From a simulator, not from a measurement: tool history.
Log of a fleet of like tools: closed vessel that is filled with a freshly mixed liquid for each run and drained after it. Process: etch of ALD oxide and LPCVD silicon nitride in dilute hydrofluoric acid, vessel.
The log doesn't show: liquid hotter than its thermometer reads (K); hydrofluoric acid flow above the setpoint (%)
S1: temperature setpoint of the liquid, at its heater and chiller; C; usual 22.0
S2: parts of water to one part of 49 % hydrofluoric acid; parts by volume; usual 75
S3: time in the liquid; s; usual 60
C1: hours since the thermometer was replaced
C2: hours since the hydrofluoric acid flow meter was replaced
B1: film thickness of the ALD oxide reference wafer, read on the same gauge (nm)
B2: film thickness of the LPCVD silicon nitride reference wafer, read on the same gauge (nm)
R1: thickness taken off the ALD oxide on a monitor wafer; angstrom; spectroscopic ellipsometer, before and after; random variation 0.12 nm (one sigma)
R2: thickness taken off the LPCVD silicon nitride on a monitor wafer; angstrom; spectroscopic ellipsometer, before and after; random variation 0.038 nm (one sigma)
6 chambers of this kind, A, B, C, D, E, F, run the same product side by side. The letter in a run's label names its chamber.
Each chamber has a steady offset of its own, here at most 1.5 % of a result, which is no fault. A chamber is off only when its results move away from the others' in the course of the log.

{"run": "1D", "hour": 3.3, "S1": 22.0, "S2": 75, "S3": 60, "C1": 579.2, "C2": 568.0, "B1": 30.022, "B2": 40.036, "R1": 220.78, "R2": 3.1417}
{"run": "2F", "hour": 6.3, "S1": 22.0, "S2": 75, "S3": 60, "C1": 280.7, "C2": 481.8, "B1": 29.986, "B2": 40.01, "R1": 220.12, "R2": 3.6315}
{"run": "3A", "hour": 11.0, "S1": 22.0, "S2": 75, "S3": 60, "C1": 1291.4, "C2": 51.2, "B1": 29.999, "B2": 40.009, "R1": 218.32, "R2": 3.4781}
{"run": "4E", "hour": 16.4, "S1": 22.0, "S2": 75, "S3": 60, "C1": 1360.4, "C2": 575.6, "B1": 29.998, "B2": 39.995, "R1": 223.15, "R2": 3.3143}
{"run": "5C", "hour": 21.3, "S1": 22.0, "S2": 75, "S3": 60, "C1": 743.5, "C2": 1141.9, "B1": 29.989, "B2": 39.963, "R1": 220.48, "R2": 3.0209}
{"run": "6B", "hour": 25.2, "S1": 22.0, "S2": 75, "S3": 60, "C1": 2466.4, "C2": 661.2, "B1": 30.02, "B2": 40.002, "R1": 219.85, "R2": 3.3703}
{"run": "7F", "hour": 28.4, "S1": 22.0, "S2": 75, "S3": 60, "C1": 302.8, "C2": 503.9, "B1": 30.001, "B2": 39.979, "R1": 219.98, "R2": 3.025}
{"run": "8E", "hour": 32.3, "S1": 22.0, "S2": 75, "S3": 60, "C1": 1376.3, "C2": 591.5, "B1": 29.991, "B2": 39.992, "R1": 221.82, "R2": 2.8028}
{"run": "9B", "hour": 37.4, "S1": 22.0, "S2": 40, "S3": 60, "C1": 2478.6, "C2": 673.4, "B1": 30.018, "B2": 40.001, "R1": 439.51, "R2": 6.3188}
{"run": "10A", "hour": 42.9, "S1": 22.0, "S2": 40, "S3": 60, "C1": 1323.3, "C2": 83.1, "B1": 30.012, "B2": 39.998, "R1": 424.87, "R2": 5.6364}
{"run": "11D", "hour": 48.4, "S1": 22.0, "S2": 40, "S3": 60, "C1": 624.3, "C2": 613.1, "B1": 29.979, "B2": 40.016, "R1": 437.05, "R2": 7.0326}
{"run": "12C", "hour": 51.9, "S1": 22.0, "S2": 40, "S3": 60, "C1": 774.1, "C2": 1172.5, "B1": 29.993, "B2": 39.989, "R1": 436.17, "R2": 6.7313}
{"run": "13A", "hour": 57.5, "S1": 22.0, "S2": 40, "S3": 60, "C1": 1337.9, "C2": 97.7, "B1": 29.992, "B2": 40.03, "R1": 420.21, "R2": 4.9079}
{"run": "14D", "hour": 60.5, "S1": 22.0, "S2": 40, "S3": 60, "C1": 636.4, "C2": 625.2, "B1": 29.996, "B2": 39.974, "R1": 435.53, "R2": 5.7655}
{"hour": 64.0, "done": "chamber D: hydrofluoric acid flow meter replaced"}
{"run": "15B", "hour": 64.1, "S1": 22.0, "S2": 75, "S3": 60, "C1": 2505.3, "C2": 700.1, "B1": 30.004, "B2": 40.003, "R1": 218.71, "R2": 3.2634}
{"run": "16E", "hour": 69.3, "S1": 22.0, "S2": 75, "S3": 60, "C1": 1413.3, "C2": 628.5, "B1": 29.984, "B2": 40.019, "R1": 222.43, "R2": 3.4164}
{"run": "17C", "hour": 73.9, "S1": 22.0, "S2": 75, "S3": 60, "C1": 796.1, "C2": 1194.5, "B1": 29.986, "B2": 40.001, "R1": 222.02, "R2": 3.3439}
{"hour": 75.0, "done": "chamber B: hydrofluoric acid flow meter replaced"}
{"run": "18F", "hour": 77.5, "S1": 22.0, "S2": 75, "S3": 60, "C1": 351.9, "C2": 553.0, "B1": 30.002, "B2": 40.023, "R1": 221.31, "R2": 3.6991}
{"run": "19C", "hour": 80.9, "S1": 22.0, "S2": 75, "S3": 60, "C1": 803.1, "C2": 1201.5, "B1": 29.994, "B2": 40.0, "R1": 221.62, "R2": 3.3203}
{"run": "20E", "hour": 86.3, "S1": 22.0, "S2": 75, "S3": 60, "C1": 1430.3, "C2": 645.5, "B1": 30.02, "B2": 39.996, "R1": 223.2, "R2": 3.4341}
{"run": "21F", "hour": 90.5, "S1": 22.0, "S2": 75, "S3": 60, "C1": 364.9, "C2": 566.0, "B1": 29.987, "B2": 39.995, "R1": 220.7, "R2": 3.2699}
{"run": "22A", "hour": 94.3, "S1": 22.0, "S2": 75, "S3": 60, "C1": 1374.7, "C2": 134.5, "B1": 29.984, "B2": 39.998, "R1": 217.48, "R2": 3.4041}
{"run": "23D", "hour": 99.6, "S1": 22.0, "S2": 75, "S3": 60, "C1": 675.5, "C2": 35.7, "B1": 29.987, "B2": 40.002, "R1": 216.35, "R2": 2.9037}
{"hour": 101.5, "done": "chamber B: thermometer replaced"}
{"run": "24B", "hour": 103.9, "S1": 22.0, "S2": 75, "S3": 60, "C1": 2.4, "C2": 29.0, "B1": 30.005, "B2": 39.976, "R1": 220.3, "R2": 3.0035}
{"run": "25C", "hour": 107.3, "S1": 22.0, "S2": 75, "S3": 60, "C1": 829.5, "C2": 1227.9, "B1": 29.996, "B2": 40.0, "R1": 222.84, "R2": 3.6798}
{"run": "26D", "hour": 112.3, "S1": 22.0, "S2": 75, "S3": 60, "C1": 688.2, "C2": 48.4, "B1": 30.007, "B2": 40.003, "R1": 216.53, "R2": 3.2082}
{"run": "27A", "hour": 115.5, "S1": 22.0, "S2": 75, "S3": 60, "C1": 1395.9, "C2": 155.7, "B1": 30.0, "B2": 40.0, "R1": 219.36, "R2": 3.6549}
{"run": "28E", "hour": 120.5, "S1": 22.0, "S2": 60, "S3": 60, "C1": 1464.5, "C2": 679.7, "B1": 29.987, "B2": 39.993, "R1": 284.0, "R2": 3.9005}
{"run": "29F", "hour": 125.8, "S1": 22.0, "S2": 60, "S3": 60, "C1": 400.2, "C2": 601.3, "B1": 29.985, "B2": 39.99, "R1": 281.85, "R2": 4.4125}
{"run": "30B", "hour": 129.6, "S1": 22.0, "S2": 60, "S3": 60, "C1": 28.1, "C2": 54.7, "B1": 30.0, "B2": 39.971, "R1": 282.41, "R2": 3.8776}
{"run": "31E", "hour": 133.3, "S1": 22.0, "S2": 60, "S3": 60, "C1": 1477.3, "C2": 692.5, "B1": 29.999, "B2": 40.017, "R1": 282.13, "R2": 4.044}
{"run": "32A", "hour": 138.8, "S1": 22.0, "S2": 60, "S3": 60, "C1": 1419.2, "C2": 179.0, "B1": 29.983, "B2": 39.973, "R1": 277.81, "R2": 4.5386}
{"run": "33D", "hour": 144.2, "S1": 22.0, "S2": 60, "S3": 60, "C1": 720.1, "C2": 80.3, "B1": 30.002, "B2": 40.011, "R1": 282.45, "R2": 4.717}
{"run": "34B", "hour": 148.7, "S1": 22.0, "S2": 75, "S3": 60, "C1": 47.2, "C2": 73.8, "B1": 29.989, "B2": 40.006, "R1": 220.45, "R2": 3.7899}
{"hour": 148.9, "done": "chamber C: thermometer replaced"}
{"run": "35F", "hour": 152.8, "S1": 22.0, "S2": 75, "S3": 60, "C1": 427.2, "C2": 628.3, "B1": 29.998, "B2": 40.019, "R1": 220.99, "R2": 3.0467}
{"run": "36C", "hour": 155.3, "S1": 22.0, "S2": 75, "S3": 60, "C1": 6.5, "C2": 1275.9, "B1": 29.996, "B2": 40.007, "R1": 221.23, "R2": 3.4841}
{"run": "37F", "hour": 157.9, "S1": 22.0, "S2": 75, "S3": 60, "C1": 432.3, "C2": 633.4, "B1": 30.002, "B2": 39.987, "R1": 218.22, "R2": 3.6959}
{"run": "38B", "hour": 160.8, "S1": 22.0, "S2": 75, "S3": 60, "C1": 59.3, "C2": 85.9, "B1": 29.992, "B2": 39.997, "R1": 220.7, "R2": 3.8439}
{"run": "39C", "hour": 165.5, "S1": 22.0, "S2": 55, "S3": 60, "C1": 16.7, "C2": 1286.1, "B1": 29.996, "B2": 39.991, "R1": 309.94, "R2": 4.9849}

All 6 chambers run these settings next. Forecast each chamber's results:
{"run": "40A", "hour": 169.5, "S1": 20.5, "S2": 75, "S3": 60, "R1": "?", "R2": "?"}
{"run": "40B", "hour": 169.5, "S1": 20.5, "S2": 75, "S3": 60, "R1": "?", "R2": "?"}
{"run": "40C", "hour": 169.5, "S1": 20.5, "S2": 75, "S3": 60, "R1": "?", "R2": "?"}
{"run": "40D", "hour": 169.5, "S1": 20.5, "S2": 75, "S3": 60, "R1": "?", "R2": "?"}
{"run": "40E", "hour": 169.5, "S1": 20.5, "S2": 75, "S3": 60, "R1": "?", "R2": "?"}
{"run": "40F", "hour": 169.5, "S1": 20.5, "S2": 75, "S3": 60, "R1": "?", "R2": "?"}

run=40A R1=206.48 R2=3.2815
run=40B R1=207.62 R2=3.1797
run=40C R1=207.18 R2=3.1749
run=40D R1=206.58 R2=2.4066
run=40E R1=208.50 R2=2.7308
run=40F R1=206.71 R2=2.9539
